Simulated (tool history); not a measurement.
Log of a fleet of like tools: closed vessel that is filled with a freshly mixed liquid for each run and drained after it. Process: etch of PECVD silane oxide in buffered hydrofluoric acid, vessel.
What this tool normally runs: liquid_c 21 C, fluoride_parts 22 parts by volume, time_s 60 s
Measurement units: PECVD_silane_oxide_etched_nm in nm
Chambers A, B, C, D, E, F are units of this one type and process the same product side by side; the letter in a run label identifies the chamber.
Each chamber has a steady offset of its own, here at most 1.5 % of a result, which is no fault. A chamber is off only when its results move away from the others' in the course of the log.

run	hour	liquid_c	fluoride_parts	time_s	hours since the thermometer was replaced	hours since the hydrofluoric acid flow meter was replaced	read-back film thickness of the PECVD silane oxide reference wafer, read on the same gauge (nm)	PECVD_silane_oxide_etched_nm
1A	9.1	21	22	60	2194.8	1058.1	130.02	86.876
2B	24.4	21	22	60	719.3	101.5	129.97	87.607
3C	37	21	22	60	235.8	232.4	129.94	87.21
4F	45.1	21	22	60	1077.4	386	129.99	88.374
# hour 59.1: chamber E: thermometer replaced
5D	59.5	21	22	60	1049.9	1591.3	130	89.637
6E	71.8	21	22	60	12.8	129.5	130.01	88.379
7B	87.6	21	22	60	782.5	164.7	129.96	86.098
8E	95.8	21	22	60	36.8	153.5	130.03	87.108
9A	111.6	21	22	60	2297.3	1160.6	130.01	86.143
10D	123	21	22	60	1113.4	1654.8	130.03	89.014
# hour 127.4: chamber F: thermometer replaced
11F	135.7	21	22	60	8.3	476.6	129.98	86.915
12C	148	21	22	60	346.8	343.4	129.96	87.852
13A	162	18	22	70	2347.7	1211	130.02	85.498
14D	175.9	18	22	70	1166.3	1707.7	130.01	88.016
15C	188.6	18	22	70	387.4	384	130.01	85.795
16E	198.3	18	22	70	139.3	256	129.99	85.853
# hour 207: chamber F: hydrofluoric acid flow meter replaced
# hour 207.1: chamber A: thermometer replaced
17F	208.4	18	22	70	81	1.4	129.99	86.782
18B	220.1	18	22	70	915	297.2	130.02	85.762
19F	228.8	21	22	60	101.4	21.8	130.02	87.788
20A	236	21	22	60	29	1285	129.94	85.144
21C	245.1	21	22	60	443.9	440.5	129.94	86.289
22D	253.1	21	22	60	1243.5	1784.9	129.98	88.719
23B	264.2	21	22	60	959.1	341.3	130.02	86.285
24E	278.3	21	22	60	219.3	336	130.02	89.005
# hour 285.7: chamber A: hydrofluoric acid flow meter replaced
25A	290.3	21	22	60	83.3	4.7	130	86.983
26E	297.9	23.5	26	60	238.9	355.6	129.99	89.648
27D	310.3	23.5	26	60	1300.7	1842.1	130.01	90.7
28B	325.2	23.5	26	60	1020.1	402.3	129.95	88.569
29C	339.1	23.5	26	60	537.9	534.5	130.01	89.825
30F	350.9	23.5	26	60	223.5	143.9	130.01	90.148
# hour 355.4: chamber E: hydrofluoric acid flow meter replaced
31B	359.8	23.5	26	60	1054.7	436.9	130	88.155
32D	373.8	21	22	60	1364.2	1905.6	129.98	90.087
33A	387.6	21	22	60	180.6	102	129.97	87.219
34C	397.8	17.5	22	60	596.6	593.2	129.99	71.181
35F	409.1	17.5	22	60	281.7	202.1	129.98	70.786
36E	418.9	17.5	22	60	359.9	63.5	130.02	71.698
37B	430.6	17.5	22	60	1125.5	507.7	130.04	71.616
38E	441.8	17.5	22	60	382.8	86.4	129.99	71.143
39D	449.6	17.5	22	60	1440	1981.4	130.06	72.021

Is one chamber off against the others, does the gauge drift, or is nothing wrong? If a chamber is off, say which, and what the likeliest cause is.

No chamber is off and the gauge is stable; the differences are just each chamber's small, constant offset.
